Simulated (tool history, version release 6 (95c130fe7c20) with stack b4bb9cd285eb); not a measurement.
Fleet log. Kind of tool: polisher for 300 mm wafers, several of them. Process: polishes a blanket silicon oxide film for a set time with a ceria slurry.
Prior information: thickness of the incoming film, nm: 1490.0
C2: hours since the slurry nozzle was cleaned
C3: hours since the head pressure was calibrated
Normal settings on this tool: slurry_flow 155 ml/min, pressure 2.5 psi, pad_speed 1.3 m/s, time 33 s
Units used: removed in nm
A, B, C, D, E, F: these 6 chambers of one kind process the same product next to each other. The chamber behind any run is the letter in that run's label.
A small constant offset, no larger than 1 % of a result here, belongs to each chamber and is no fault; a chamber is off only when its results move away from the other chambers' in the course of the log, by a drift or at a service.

run 1E day=0.354 | slurry_flow=155 pressure=2.5 pad_speed=1.3 time=33 | wafers_polished_on_this_pad=446 C2=344.9 C3=314.8 | removed=134.01
-- day=0.396 chamber D: worn pad replaced by a new one
-- day=0.875 chamber C: head pressure recalibrated
run 2A day=0.875 | slurry_flow=155 pressure=2.5 pad_speed=1.3 time=33 | wafers_polished_on_this_pad=851 C2=205.2 C3=36.9 | removed=133.52
-- day=1.112 chamber A: worn pad replaced by a new one
run 3B day=1.338 | slurry_flow=155 pressure=2.5 pad_speed=1.3 time=33 | wafers_polished_on_this_pad=779 C2=32.2 C3=49.5 | removed=134.39
-- day=1.596 chamber C: worn pad replaced by a new one
run 4C day=1.758 | slurry_flow=155 pressure=2.5 pad_speed=1.3 time=33 | wafers_polished_on_this_pad=48 C2=127.8 C3=21.3 | removed=132.09
-- day=1.829 chamber B: worn pad replaced by a new one
run 5F day=2.058 | slurry_flow=155 pressure=2.5 pad_speed=1.3 time=33 | wafers_polished_on_this_pad=1121 C2=123.1 C3=120.4 | removed=133.93
-- day=2.354 chamber E: worn pad replaced by a new one
run 6D day=2.421 | slurry_flow=155 pressure=2.5 pad_speed=1.3 time=33 | wafers_polished_on_this_pad=587 C2=242.2 C3=130.2 | removed=132.34
-- day=2.688 chamber F: worn pad replaced by a new one
run 7C day=2.912 | slurry_flow=155 pressure=2.5 pad_speed=1.3 time=33 | wafers_polished_on_this_pad=382 C2=155.5 C3=49 | removed=132.99
run 8D day=3.396 | slurry_flow=155 pressure=2.5 pad_speed=1.3 time=33 | wafers_polished_on_this_pad=870 C2=265.6 C3=153.6 | removed=130.99
run 9A day=3.754 | slurry_flow=155 pressure=2.5 pad_speed=1.3 time=33 | wafers_polished_on_this_pad=766 C2=274.3 C3=106 | removed=133.96
-- day=3.796 chamber D: worn pad replaced by a new one
run 10F day=4.162 | slurry_flow=180 pressure=1.6 pad_speed=1.3 time=33 | wafers_polished_on_this_pad=428 C2=173.6 C3=170.9 | removed=84.799
-- day=4.358 chamber D: slurry nozzle cleaned
run 11B day=4.421 | slurry_flow=180 pressure=1.6 pad_speed=1.3 time=33 | wafers_polished_on_this_pad=751 C2=106.2 C3=123.5 | removed=87.02
-- day=4.525 chamber A: worn pad replaced by a new one
-- day=4.608 chamber B: worn pad replaced by a new one
-- day=4.721 chamber A: slurry nozzle cleaned
run 12E day=4.771 | slurry_flow=180 pressure=1.6 pad_speed=1.3 time=33 | wafers_polished_on_this_pad=701 C2=450.9 C3=420.8 | removed=87.558
-- day=4.875 chamber C: worn pad replaced by a new one
run 13C day=5.175 | slurry_flow=180 pressure=1.6 pad_speed=1.3 time=33 | wafers_polished_on_this_pad=88 C2=209.8 C3=103.3 | removed=87.327
run 14D day=5.696 | slurry_flow=180 pressure=1.6 pad_speed=1.3 time=33 | wafers_polished_on_this_pad=551 C2=32.1 C3=208.8 | removed=87.26
-- day=6.05 chamber E: worn pad replaced by a new one
run 15B day=6.05 | slurry_flow=180 pressure=1.6 pad_speed=1.3 time=33 | wafers_polished_on_this_pad=418 C2=145.3 C3=162.6 | removed=87.09
run 16A day=6.35 | slurry_flow=155 pressure=2.5 pad_speed=1.3 time=33 | wafers_polished_on_this_pad=529 C2=39.2 C3=168.3 | removed=133.07
run 17F day=6.833 | slurry_flow=155 pressure=2.5 pad_speed=1.3 time=33 | wafers_polished_on_this_pad=1202 C2=237.7 C3=235 | removed=134.07
-- day=6.938 chamber D: worn pad replaced by a new one
run 18E day=7.325 | slurry_flow=155 pressure=2.5 pad_speed=1.3 time=33 | wafers_polished_on_this_pad=369 C2=512.2 C3=482.1 | removed=132.44
-- day=7.458 chamber F: worn pad replaced by a new one
-- day=7.462 chamber B: worn pad replaced by a new one
run 19C day=7.779 | slurry_flow=155 pressure=2.5 pad_speed=1.02 time=33 | wafers_polished_on_this_pad=842 C2=272.3 C3=165.8 | removed=103.5
-- day=7.983 chamber A: worn pad replaced by a new one
run 20A day=8.088 | slurry_flow=155 pressure=2.5 pad_speed=1.02 time=33 | wafers_polished_on_this_pad=31 C2=80.9 C3=210 | removed=105.32
-- day=8.096 chamber C: worn pad replaced by a new one
run 21D day=8.362 | slurry_flow=155 pressure=2.5 pad_speed=1.02 time=33 | wafers_polished_on_this_pad=413 C2=96.1 C3=272.8 | removed=101.99
-- day=8.533 chamber E: slurry nozzle cleaned
run 22E day=8.896 | slurry_flow=155 pressure=2.5 pad_speed=1.02 time=33 | wafers_polished_on_this_pad=825 C2=8.7 C3=519.8 | removed=104.52
run 23F day=9.2 | slurry_flow=155 pressure=2.5 pad_speed=1.02 time=33 | wafers_polished_on_this_pad=505 C2=294.5 C3=291.8 | removed=106.67
-- day=9.483 chamber E: worn pad replaced by a new one
run 24B day=9.683 | slurry_flow=155 pressure=2.5 pad_speed=1.02 time=33 | wafers_polished_on_this_pad=644 C2=232.5 C3=249.8 | removed=104.55
-- day=9.812 chamber D: worn pad replaced by a new one
run 25E day=10.112 | slurry_flow=155 pressure=2.5 pad_speed=1.3 time=33 | wafers_polished_on_this_pad=183 C2=37.9 C3=549 | removed=135.33
-- day=10.425 chamber B: worn pad replaced by a new one
run 26A day=10.446 | slurry_flow=110 pressure=1.8 pad_speed=1.3 time=33 | wafers_polished_on_this_pad=714 C2=137.5 C3=266.6 | removed=90.026
-- day=10.725 chamber A: worn pad replaced by a new one
run 27F day=10.829 | slurry_flow=110 pressure=1.8 pad_speed=1.3 time=33 | wafers_polished_on_this_pad=977 C2=333.6 C3=330.9 | removed=89.533
-- day=10.862 chamber C: worn pad replaced by a new one
run 28B day=11.25 | slurry_flow=110 pressure=1.8 pad_speed=1.3 time=33 | wafers_polished_on_this_pad=240 C2=270.1 C3=287.4 | removed=90.413
run 29C day=11.683 | slurry_flow=110 pressure=1.8 pad_speed=1.3 time=33 | wafers_polished_on_this_pad=239 C2=366 C3=259.5 | removed=87.914
run 30D day=12.108 | slurry_flow=110 pressure=1.8 pad_speed=1.3 time=33 | wafers_polished_on_this_pad=665 C2=186 C3=362.7 | removed=87.284
run 31E day=12.408 | slurry_flow=110 pressure=1.8 pad_speed=1.3 time=33 | wafers_polished_on_this_pad=848 C2=93 C3=604.1 | removed=88.817
-- day=12.746 chamber F: worn pad replaced by a new one
run 32D day=12.767 | slurry_flow=155 pressure=2.5 pad_speed=1.3 time=33 | wafers_polished_on_this_pad=856 C2=201.8 C3=378.5 | removed=131.04
-- day=13.05 chamber B: worn pad replaced by a new one
run 33B day=13.067 | slurry_flow=155 pressure=2.5 pad_speed=1.3 time=33 | wafers_polished_on_this_pad=5 C2=313.7 C3=331 | removed=134.07
-- day=13.329 chamber D: worn pad replaced by a new one
-- day=13.417 chamber A: worn pad replaced by a new one
run 34C day=13.571 | slurry_flow=185 pressure=2.8 pad_speed=1.3 time=33 | wafers_polished_on_this_pad=786 C2=411.3 C3=304.8 | removed=150.24
run 35F day=13.842 | slurry_flow=185 pressure=2.8 pad_speed=1.3 time=33 | wafers_polished_on_this_pad=317 C2=405.9 C3=403.2 | removed=153.07
-- day=14.008 chamber D: slurry nozzle cleaned
-- day=14.104 chamber D: head pressure recalibrated
-- day=14.317 chamber C: worn pad replaced by a new one
run 36A day=14.396 | slurry_flow=185 pressure=2.8 pad_speed=1.3 time=33 | wafers_polished_on_this_pad=284 C2=232.3 C3=361.4 | removed=155.14
run 37C day=14.746 | slurry_flow=185 pressure=2.8 pad_speed=1.3 time=33 | wafers_polished_on_this_pad=125 C2=439.5 C3=333 | removed=154.24
run 38D day=15.075 | slurry_flow=185 pressure=2.8 pad_speed=1.3 time=33 | wafers_polished_on_this_pad=507 C2=25.6 C3=23.3 | removed=152.62

For the next run the whole fleet of 6 chambers uses the same settings. Give each chamber's results:
run 39A day=15.471 | slurry_flow=125 pressure=2.5 pad_speed=1.3 time=33 | removed=?
run 39B day=15.471 | slurry_flow=125 pressure=2.5 pad_speed=1.3 time=33 | removed=?
run 39C day=15.471 | slurry_flow=125 pressure=2.5 pad_speed=1.3 time=33 | removed=?
run 39D day=15.471 | slurry_flow=125 pressure=2.5 pad_speed=1.3 time=33 | removed=?
run 39E day=15.471 | slurry_flow=125 pressure=2.5 pad_speed=1.3 time=33 | removed=?
run 39F day=15.471 | slurry_flow=125 pressure=2.5 pad_speed=1.3 time=33 | removed=?

run=39A removed=126.75
run=39B removed=127.84
run=39C removed=127.94
run=39D removed=126.86
run=39E removed=127.51
run=39F removed=130.49
